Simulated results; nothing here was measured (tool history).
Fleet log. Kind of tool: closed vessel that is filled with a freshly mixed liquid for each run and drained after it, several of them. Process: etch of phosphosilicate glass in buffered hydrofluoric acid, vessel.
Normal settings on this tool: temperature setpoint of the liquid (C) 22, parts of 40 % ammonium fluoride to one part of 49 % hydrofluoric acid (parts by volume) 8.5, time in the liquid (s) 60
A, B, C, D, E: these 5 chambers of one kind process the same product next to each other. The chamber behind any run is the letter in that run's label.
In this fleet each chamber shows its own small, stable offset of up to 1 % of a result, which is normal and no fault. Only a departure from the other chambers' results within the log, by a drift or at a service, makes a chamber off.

run	hour	temperature setpoint of the liquid (C)	parts of 40 % ammonium fluoride to one part of 49 % hydrofluoric acid (parts by volume)	time in the liquid (s)	hours since the thermometer was replaced	hours since the hydrofluoric acid flow meter was replaced	read-back film thickness of the phosphosilicate glass reference wafer, read on the same gauge (nm)	thickness taken off the phosphosilicate glass on a monitor wafer (angstrom)
1E	4.8	22	8.5	60	608.6	180.9	110	3021.1
2D	10.3	22	8.5	60	1558.5	1015	109.99	3025.9
3A	17.2	22	8.5	60	38	144.7	110.01	3040.5
4C	22.1	22	8.5	60	1255.8	467.1	110.01	3056.2
5B	28	22	8.5	60	1806	447.5	110.01	3041.5
6A	35.1	22	8.5	60	55.9	162.6	109.99	3070.2
7E	42	22	8.5	60	645.8	218.1	109.99	3036.8
8B	49.2	22	8.5	60	1827.2	468.7	110.01	3047.4
9D	52.7	22	8.5	60	1600.9	1057.4	110	3093.5
10C	58	22	8.5	60	1291.7	503	110.02	3057.8
11E	64.1	22	8.5	60	667.9	240.2	110	3050.6
12D	71.2	22	8.5	60	1619.4	1075.9	110	3048.6
13C	78.4	22	8.5	60	1312.1	523.4	110	3033.8
14B	85.9	22	8.5	60	1863.9	505.4	109.99	3051.6
15A	90.7	22	8.5	60	111.5	218.2	110	3041.4
16E	94.7	22	8.5	60	698.5	270.8	109.99	3070.1
17C	100.6	22	8.5	60	1334.3	545.6	110	3042.6
18D	104.2	22	8.5	60	1652.4	1108.9	110	3049.8
19B	111.6	22	8.5	60	1889.6	531.1	109.99	3060.2
20A	117.5	19.5	8.5	60	138.3	245	109.99	2666.9
21A	124.8	19.5	8.5	60	145.6	252.3	110	2643
22E	129	19.5	8.5	60	732.8	305.1	110	2684.1
23C	132.7	19.5	8.5	60	1366.4	577.7	110	2640.8
24B	139.4	19.5	8.5	60	1917.4	558.9	110.02	2648.1
25D	146.1	22	8.5	60	1694.3	1150.8	110	3057.1
26E	153.1	22	8.5	60	756.9	329.2	109.99	3112.4
27D	157.4	22	8.5	60	1705.6	1162.1	109.98	3087.3
28B	164.8	22	8.5	60	1942.8	584.3	110.02	3057.6
29C	171.7	22	8.5	60	1405.4	616.7	109.99	3055.7
30A	177.8	22	8.5	60	198.6	305.3	110.01	3080.5
31A	183.7	22	8.5	60	204.5	311.2	110	3045.5
32B	188.6	22	8.5	60	1966.6	608.1	109.98	3046.3
33C	195.4	26	8.5	85	1429.1	640.4	110.02	5350.3
34D	200.8	26	8.5	85	1749	1205.5	110.01	5445
35E	205.7	26	8.5	85	809.5	381.8	109.99	5585.6
36D	211	26	8.5	85	1759.2	1215.7	110	5409.6
37A	217	26	8.5	85	237.8	344.5	110.01	5352.2
38B	223.2	26.5	8.5	40	2001.2	642.7	110.02	2615.1
39E	227.4	26.5	8.5	40	831.2	403.5	110.01	2715.5
40C	234.5	26.5	8.5	40	1468.2	679.5	110	2583.3
41A	238.3	26.5	8.5	40	259.1	365.8	110.02	2568.6

Decide between three cases: one chamber stands off from its peers, the gauge reading all wafers drifts, or nothing is wrong past each chamber's small offset. Where a chamber is off, say which and what most likely put it there.

Little by little, chamber E moves away from the other chambers.
Likeliest cause: liquid hotter than its thermometer reads (K) = 0.949.
The log may not separate it from: hydrofluoric acid flow above the setpoint (%).

Which of the 4 candidates below, each the usual settings with something changed and its results left as question marks, puts chamber E back in line with what the other chambers give on the usual settings?
To be in line, a result may differ from the other chambers' mean on the usual settings by at most: thickness taken off the phosphosilicate glass on a monitor wafer (angstrom) 70
42E-1	243.8	23	8.5	60				?
42E-2	243.8	22.5	8	60				?
42E-3	243.8	22	8.5	55				?
42E-4	243.8	21	8.5	60				?

Usual-settings mean across the other chambers: thickness taken off the phosphosilicate glass on a monitor wafer (angstrom) 3048.8
run	thickness taken off the phosphosilicate glass on a monitor wafer (angstrom)
42E-1	3364.7
42E-2	3500.2
42E-3	2918.5
42E-4	3011.7
It is 42E-4 that realigns the chamber with its peers.
